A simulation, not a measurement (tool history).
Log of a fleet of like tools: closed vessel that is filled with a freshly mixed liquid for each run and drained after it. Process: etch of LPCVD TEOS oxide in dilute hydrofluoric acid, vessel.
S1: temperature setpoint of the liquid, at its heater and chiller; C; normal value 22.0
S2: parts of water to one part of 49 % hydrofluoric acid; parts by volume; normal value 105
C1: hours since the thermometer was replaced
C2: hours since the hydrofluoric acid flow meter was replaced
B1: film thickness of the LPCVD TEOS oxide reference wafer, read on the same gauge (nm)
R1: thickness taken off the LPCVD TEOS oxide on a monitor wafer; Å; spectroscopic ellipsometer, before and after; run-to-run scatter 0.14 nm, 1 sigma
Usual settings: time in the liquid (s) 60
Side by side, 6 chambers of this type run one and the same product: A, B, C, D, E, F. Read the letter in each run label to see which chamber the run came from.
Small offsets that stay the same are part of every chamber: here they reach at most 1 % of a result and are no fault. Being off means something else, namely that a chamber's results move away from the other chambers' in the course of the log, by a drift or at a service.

{"run": "1C", "day": 0.138, "S1": 22.0, "S2": 105, "time in the liquid (s)": 60, "C1": 2739.6, "C2": 136.4, "B1": 139.98, "R1": 211.67}
{"run": "2A", "day": 0.333, "S1": 22.0, "S2": 105, "time in the liquid (s)": 60, "C1": 1038.2, "C2": 199.9, "B1": 139.99, "R1": 210.72}
{"run": "3F", "day": 0.467, "S1": 22.0, "S2": 105, "time in the liquid (s)": 60, "C1": 625.5, "C2": 67.0, "B1": 139.99, "R1": 209.71}
{"run": "4B", "day": 0.604, "S1": 22.0, "S2": 105, "time in the liquid (s)": 60, "C1": 372.3, "C2": 287.4, "B1": 140.04, "R1": 210.2}
{"run": "5D", "day": 0.712, "S1": 22.0, "S2": 105, "time in the liquid (s)": 60, "C1": 486.8, "C2": 146.8, "B1": 140.01, "R1": 213.85}
{"run": "6E", "day": 0.921, "S1": 22.0, "S2": 105, "time in the liquid (s)": 60, "C1": 691.0, "C2": 1459.8, "B1": 140.0, "R1": 210.14}
{"run": "7B", "day": 1.029, "S1": 22.0, "S2": 105, "time in the liquid (s)": 60, "C1": 382.5, "C2": 297.6, "B1": 139.97, "R1": 209.52}
{"run": "8F", "day": 1.204, "S1": 24.0, "S2": 105, "time in the liquid (s)": 80, "C1": 643.2, "C2": 84.7, "B1": 140.06, "R1": 302.8}
{"run": "9C", "day": 1.321, "S1": 24.0, "S2": 105, "time in the liquid (s)": 80, "C1": 2768.0, "C2": 164.8, "B1": 139.98, "R1": 307.42}
{"run": "10D", "day": 1.442, "S1": 24.0, "S2": 105, "time in the liquid (s)": 80, "C1": 504.3, "C2": 164.3, "B1": 140.0, "R1": 306.89}
{"run": "11E", "day": 1.554, "S1": 24.0, "S2": 105, "time in the liquid (s)": 80, "C1": 706.2, "C2": 1475.0, "B1": 140.0, "R1": 304.21}
{"run": "12A", "day": 1.746, "S1": 24.0, "S2": 105, "time in the liquid (s)": 80, "C1": 1072.1, "C2": 233.8, "B1": 140.02, "R1": 300.44}
{"run": "13A", "day": 1.85, "S1": 24.0, "S2": 105, "time in the liquid (s)": 80, "C1": 1074.6, "C2": 236.3, "B1": 139.97, "R1": 300.54}
{"run": "14B", "day": 1.971, "S1": 22.0, "S2": 105, "time in the liquid (s)": 60, "C1": 405.1, "C2": 320.2, "B1": 140.01, "R1": 210.71}
{"run": "15F", "day": 2.1, "S1": 22.0, "S2": 105, "time in the liquid (s)": 60, "C1": 664.7, "C2": 106.2, "B1": 140.02, "R1": 209.78}
{"run": "16D", "day": 2.262, "S1": 22.0, "S2": 105, "time in the liquid (s)": 60, "C1": 524.0, "C2": 184.0, "B1": 140.02, "R1": 212.76}
{"run": "17E", "day": 2.429, "S1": 22.0, "S2": 105, "time in the liquid (s)": 60, "C1": 727.2, "C2": 1496.0, "B1": 140.01, "R1": 210.82}
{"run": "18C", "day": 2.554, "S1": 22.0, "S2": 105, "time in the liquid (s)": 60, "C1": 2797.6, "C2": 194.4, "B1": 139.99, "R1": 212.54}
{"run": "19C", "day": 2.704, "S1": 22.0, "S2": 105, "time in the liquid (s)": 60, "C1": 2801.2, "C2": 198.0, "B1": 139.99, "R1": 213.75}
{"run": "20D", "day": 2.879, "S1": 22.0, "S2": 105, "time in the liquid (s)": 60, "C1": 538.8, "C2": 198.8, "B1": 140.0, "R1": 210.4}
{"run": "21F", "day": 3.012, "S1": 22.0, "S2": 105, "time in the liquid (s)": 60, "C1": 686.6, "C2": 128.1, "B1": 140.01, "R1": 210.88}
{"run": "22B", "day": 3.142, "S1": 22.0, "S2": 105, "time in the liquid (s)": 60, "C1": 433.2, "C2": 348.3, "B1": 140.02, "R1": 210.15}
{"run": "23E", "day": 3.342, "S1": 22.0, "S2": 105, "time in the liquid (s)": 60, "C1": 749.1, "C2": 1517.9, "B1": 140.0, "R1": 211.53}
{"run": "24A", "day": 3.533, "S1": 22.0, "S2": 105, "time in the liquid (s)": 60, "C1": 1115.0, "C2": 276.7, "B1": 139.96, "R1": 203.84}
{"run": "25A", "day": 3.742, "S1": 22.0, "S2": 105, "time in the liquid (s)": 60, "C1": 1120.0, "C2": 281.7, "B1": 139.99, "R1": 202.43}
{"run": "26F", "day": 3.896, "S1": 22.0, "S2": 105, "time in the liquid (s)": 60, "C1": 707.8, "C2": 149.3, "B1": 139.98, "R1": 207.23}
{"run": "27E", "day": 4.112, "S1": 22.0, "S2": 105, "time in the liquid (s)": 60, "C1": 767.6, "C2": 1536.4, "B1": 140.0, "R1": 209.42}
{"run": "28C", "day": 4.233, "S1": 22.0, "S2": 105, "time in the liquid (s)": 60, "C1": 2837.9, "C2": 234.7, "B1": 139.99, "R1": 211.18}
{"run": "29D", "day": 4.412, "S1": 22.0, "S2": 105, "time in the liquid (s)": 60, "C1": 575.6, "C2": 235.6, "B1": 140.01, "R1": 210.84}
{"run": "30B", "day": 4.517, "S1": 22.0, "S2": 105, "time in the liquid (s)": 60, "C1": 466.2, "C2": 381.3, "B1": 140.03, "R1": 209.35}
{"run": "31F", "day": 4.642, "S1": 22.0, "S2": 105, "time in the liquid (s)": 60, "C1": 725.7, "C2": 167.2, "B1": 140.03, "R1": 209.54}
{"run": "32E", "day": 4.821, "S1": 25.5, "S2": 75, "time in the liquid (s)": 60, "C1": 784.6, "C2": 1553.4, "B1": 139.98, "R1": 345.49}
{"run": "33D", "day": 5.025, "S1": 25.5, "S2": 75, "time in the liquid (s)": 60, "C1": 590.3, "C2": 250.3, "B1": 139.99, "R1": 352.39}
{"run": "34B", "day": 5.188, "S1": 25.5, "S2": 75, "time in the liquid (s)": 60, "C1": 482.3, "C2": 397.4, "B1": 140.01, "R1": 352.06}
{"run": "35C", "day": 5.408, "S1": 25.5, "S2": 75, "time in the liquid (s)": 60, "C1": 2866.1, "C2": 262.9, "B1": 140.0, "R1": 357.59}
{"run": "36A", "day": 5.617, "S1": 25.5, "S2": 75, "time in the liquid (s)": 60, "C1": 1165.0, "C2": 326.7, "B1": 139.97, "R1": 333.52}

Next, every chamber runs the same settings. What will each give?
{"run": "37A", "day": 5.771, "S1": 26.5, "S2": 105, "time in the liquid (s)": 60, "R1": "?"}
{"run": "37B", "day": 5.771, "S1": 26.5, "S2": 105, "time in the liquid (s)": 60, "R1": "?"}
{"run": "37C", "day": 5.771, "S1": 26.5, "S2": 105, "time in the liquid (s)": 60, "R1": "?"}
{"run": "37D", "day": 5.771, "S1": 26.5, "S2": 105, "time in the liquid (s)": 60, "R1": "?"}
{"run": "37E", "day": 5.771, "S1": 26.5, "S2": 105, "time in the liquid (s)": 60, "R1": "?"}
{"run": "37F", "day": 5.771, "S1": 26.5, "S2": 105, "time in the liquid (s)": 60, "R1": "?"}

run=37A R1=235.67
run=37B R1=251.77
run=37C R1=253.31
run=37D R1=252.09
run=37E R1=252.52
run=37F R1=249.04
